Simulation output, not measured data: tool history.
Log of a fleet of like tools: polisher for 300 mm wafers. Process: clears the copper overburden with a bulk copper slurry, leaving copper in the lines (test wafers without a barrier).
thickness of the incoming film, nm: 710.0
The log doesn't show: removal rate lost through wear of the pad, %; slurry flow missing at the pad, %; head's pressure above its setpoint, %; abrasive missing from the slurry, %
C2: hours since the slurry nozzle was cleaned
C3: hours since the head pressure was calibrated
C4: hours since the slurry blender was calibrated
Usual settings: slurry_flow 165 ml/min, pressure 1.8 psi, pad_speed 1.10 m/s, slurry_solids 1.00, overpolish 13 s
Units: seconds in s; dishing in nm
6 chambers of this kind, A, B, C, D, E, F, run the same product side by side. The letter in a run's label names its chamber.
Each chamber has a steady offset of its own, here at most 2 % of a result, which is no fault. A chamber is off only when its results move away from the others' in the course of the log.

Run 1A, hour 3.1: usual settings; wafers polished on this pad 43; C2 38.1; C3 100.4; C4 306.0. Result: seconds 122.890 s, dishing 42.425 nm.
At hour 3.5: chamber D: worn pad replaced by a new one.
Run 2E, hour 9.0: usual settings; wafers polished on this pad 238; C2 97.6; C3 171.0; C4 25.7. Result: seconds 125.580 s, dishing 45.067 nm.
Run 3F, hour 12.3: usual settings; wafers polished on this pad 402; C2 491.8; C3 337.4; C4 141.9. Result: seconds 126.410 s, dishing 42.377 nm.
At hour 15.2: chamber C: worn pad replaced by a new one.
Run 4D, hour 18.5: usual settings; wafers polished on this pad 147; C2 431.9; C3 345.2; C4 69.3. Result: seconds 125.860 s, dishing 42.799 nm.
Run 5C, hour 24.6: usual settings but slurry_flow 205 ml/min, pad_speed 1.28 m/s; wafers polished on this pad 93; C2 559.9; C3 304.5; C4 96.3. Result: seconds 103.160 s, dishing 49.056 nm.
Run 6B, hour 28.2: usual settings but slurry_flow 205 ml/min, pad_speed 1.28 m/s; wafers polished on this pad 605; C2 48.3; C3 334.2; C4 118.1. Result: seconds 104.630 s, dishing 51.554 nm.
Run 7A, hour 34.8: usual settings but slurry_flow 205 ml/min, pad_speed 1.28 m/s; wafers polished on this pad 355; C2 69.8; C3 132.1; C4 337.7. Result: seconds 103.780 s, dishing 47.897 nm.
At hour 37.5: chamber F: slurry blender recalibrated.
Run 8B, hour 40.5: usual settings but slurry_flow 205 ml/min, pad_speed 1.28 m/s; wafers polished on this pad 726; C2 60.6; C3 346.5; C4 130.4. Result: seconds 103.810 s, dishing 50.208 nm.
At hour 43.3: chamber F: slurry nozzle cleaned.
Run 9E, hour 43.8: usual settings but slurry_flow 205 ml/min, pad_speed 1.28 m/s; wafers polished on this pad 580; C2 132.4; C3 205.8; C4 60.5. Result: seconds 105.850 s, dishing 49.908 nm.
Run 10F, hour 47.1: usual settings but slurry_flow 205 ml/min, pad_speed 1.28 m/s; wafers polished on this pad 744; C2 3.9; C3 372.2; C4 9.7. Result: seconds 104.340 s, dishing 49.940 nm.
Run 11C, hour 50.6: usual settings but pad_speed 1.36 m/s; wafers polished on this pad 348; C2 585.9; C3 330.5; C4 122.3. Result: seconds 97.081 s, dishing 50.779 nm.
Run 12D, hour 53.6: usual settings but pad_speed 1.36 m/s; wafers polished on this pad 492; C2 467.0; C3 380.3; C4 104.4. Result: seconds 100.920 s, dishing 48.536 nm.
At hour 54.4: chamber B: worn pad replaced by a new one.
Run 13D, hour 57.4: usual settings but pad_speed 1.36 m/s; wafers polished on this pad 530; C2 470.8; C3 384.1; C4 108.2. Result: seconds 101.490 s, dishing 49.454 nm.
At hour 62.2: chamber C: head pressure recalibrated.
Run 14F, hour 62.6: usual settings but pad_speed 1.36 m/s; wafers polished on this pad 896; C2 19.4; C3 387.7; C4 25.2. Result: seconds 98.437 s, dishing 48.577 nm.
At hour 68.5: chamber E: worn pad replaced by a new one.
Run 15A, hour 68.9: usual settings but pad_speed 1.36 m/s; wafers polished on this pad 691; C2 103.9; C3 166.2; C4 371.8. Result: seconds 100.620 s, dishing 49.580 nm.
Run 16E, hour 75.1: usual settings but pad_speed 1.36 m/s; wafers polished on this pad 65; C2 163.7; C3 237.1; C4 91.8. Result: seconds 101.450 s, dishing 51.592 nm.
Run 17B, hour 80.5: usual settings; wafers polished on this pad 257; C2 100.6; C3 386.5; C4 170.4. Result: seconds 123.080 s, dishing 44.792 nm.
Run 18C, hour 86.6: usual settings; wafers polished on this pad 702; C2 621.9; C3 24.5; C4 158.3. Result: seconds 114.430 s, dishing 48.027 nm.
At hour 88.9: chamber F: worn pad replaced by a new one.
At hour 90.5: chamber C: worn pad replaced by a new one.
At hour 93.0: chamber A: slurry blender recalibrated.
Run 19D, hour 93.0: usual settings; wafers polished on this pad 880; C2 506.4; C3 419.7; C4 143.8. Result: seconds 126.420 s, dishing 42.667 nm.
Run 20F, hour 96.2: usual settings; wafers polished on this pad 71; C2 53.0; C3 421.3; C4 58.8. Result: seconds 121.550 s, dishing 42.813 nm.
At hour 96.6: chamber A: worn pad replaced by a new one.
At hour 96.9: chamber C: slurry blender recalibrated.
At hour 98.4: chamber D: slurry nozzle cleaned.
Run 21E, hour 101.9: usual settings; wafers polished on this pad 329; C2 190.5; C3 263.9; C4 118.6. Result: seconds 129.660 s, dishing 44.387 nm.
Run 22B, hour 106.6: usual settings but pressure 1.4 psi, pad_speed 0.78 m/s; wafers polished on this pad 514; C2 126.7; C3 412.6; C4 196.5. Result: seconds 219.670 s, dishing 27.722 nm.
Run 23C, hour 112.3: usual settings but pressure 1.4 psi, pad_speed 0.78 m/s; wafers polished on this pad 214; C2 647.6; C3 50.2; C4 15.4. Result: seconds 200.870 s, dishing 29.772 nm.
Run 24A, hour 117.5: usual settings but pressure 1.4 psi, pad_speed 0.78 m/s; wafers polished on this pad 205; C2 152.5; C3 214.8; C4 24.5. Result: seconds 220.580 s, dishing 27.468 nm.
Run 25A, hour 122.3: usual settings but pressure 1.4 psi, pad_speed 0.78 m/s; wafers polished on this pad 252; C2 157.3; C3 219.6; C4 29.3. Result: seconds 221.270 s, dishing 26.674 nm.
At hour 125.2: chamber D: slurry blender recalibrated.
Run 26C, hour 125.9: usual settings but pressure 1.4 psi, pad_speed 0.78 m/s; wafers polished on this pad 348; C2 661.2; C3 63.8; C4 29.0. Result: seconds 205.260 s, dishing 29.946 nm.
At hour 126.0: chamber D: worn pad replaced by a new one.
Run 27D, hour 131.1: usual settings but pressure 1.4 psi, pad_speed 0.78 m/s; wafers polished on this pad 51; C2 32.7; C3 457.8; C4 6.0. Result: seconds 225.520 s, dishing 26.161 nm.
At hour 131.2: chamber C: slurry nozzle cleaned.
At hour 134.5: chamber B: worn pad replaced by a new one.
Run 28B, hour 134.6: usual settings; wafers polished on this pad 1; C2 154.7; C3 440.6; C4 224.5. Result: seconds 125.370 s, dishing 42.983 nm.
At hour 135.1: chamber E: slurry nozzle cleaned.
Run 29E, hour 138.1: usual settings; wafers polished on this pad 685; C2 3.0; C3 300.1; C4 154.8. Result: seconds 123.100 s, dishing 44.531 nm.
Run 30F, hour 142.0: usual settings; wafers polished on this pad 522; C2 98.8; C3 467.1; C4 104.6. Result: seconds 121.820 s, dishing 43.729 nm.
Run 31E, hour 145.5: usual settings but overpolish 18 s; wafers polished on this pad 757; C2 10.4; C3 307.5; C4 162.2. Result: seconds 126.350 s, dishing 55.155 nm.
Run 32C, hour 149.2: usual settings but overpolish 18 s; wafers polished on this pad 577; C2 18.1; C3 87.1; C4 52.3. Result: seconds 112.710 s, dishing 59.582 nm.
Run 33F, hour 155.3: usual settings but overpolish 18 s; wafers polished on this pad 653; C2 112.1; C3 480.4; C4 117.9. Result: seconds 123.660 s, dishing 51.668 nm.
Run 34D, hour 158.6: usual settings but overpolish 18 s; wafers polished on this pad 321; C2 60.2; C3 485.3; C4 33.5. Result: seconds 124.060 s, dishing 53.565 nm.
Run 35B, hour 163.4: usual settings but overpolish 18 s; wafers polished on this pad 284; C2 183.5; C3 469.4; C4 253.3. Result: seconds 125.150 s, dishing 54.161 nm.
Run 36A, hour 167.7: usual settings but overpolish 18 s; wafers polished on this pad 699; C2 202.7; C3 265.0; C4 74.7. Result: seconds 123.990 s, dishing 53.378 nm.
Run 37F, hour 171.9: usual settings; wafers polished on this pad 816; C2 128.7; C3 497.0; C4 134.5. Result: seconds 124.590 s, dishing 43.515 nm.
Run 38A, hour 177.5: usual settings; wafers polished on this pad 795; C2 212.5; C3 274.8; C4 84.5. Result: seconds 125.800 s, dishing 42.304 nm.
Run 39B, hour 183.5: usual settings; wafers polished on this pad 482; C2 203.6; C3 489.5; C4 273.4. Result: seconds 126.490 s, dishing 42.081 nm.

Is one chamber off against the others, does the gauge drift, or is nothing wrong? If a chamber is off, say which, and what the likeliest cause is.

A service left chamber C off against the others.
Cause: head's pressure above its setpoint, % = 9.56.

Here are 4 candidates for chamber C's next run, each the usual settings with a change, their results left as question marks. Which one brings its results back in line with what the others give on the usual settings?
In line means no further than this from the other chambers' mean on the usual settings: seconds 5.200 s; dishing 2.500 nm
Run 40C-1, hour 188.3: usual settings but pad_speed 1.12 m/s. Result: seconds ?, dishing ?.
Run 40C-2, hour 188.3: usual settings but pressure 1.7 psi, pad_speed 1.06 m/s. Result: seconds ?, dishing ?.
Run 40C-3, hour 188.3: usual settings but pressure 1.9 psi, pad_speed 1.16 m/s. Result: seconds ?, dishing ?.
Run 40C-4, hour 188.3: usual settings but pad_speed 1.08 m/s. Result: seconds ?, dishing ?.

The other chambers' mean on the usual settings: seconds 124.130 s; dishing 43.652 nm
  run  seconds  dishing
40C-1  111.690   47.952
40C-2  124.900   44.050
40C-3  102.200   51.268
40C-4  115.820   46.764
40C-2 brings the chamber back in line.

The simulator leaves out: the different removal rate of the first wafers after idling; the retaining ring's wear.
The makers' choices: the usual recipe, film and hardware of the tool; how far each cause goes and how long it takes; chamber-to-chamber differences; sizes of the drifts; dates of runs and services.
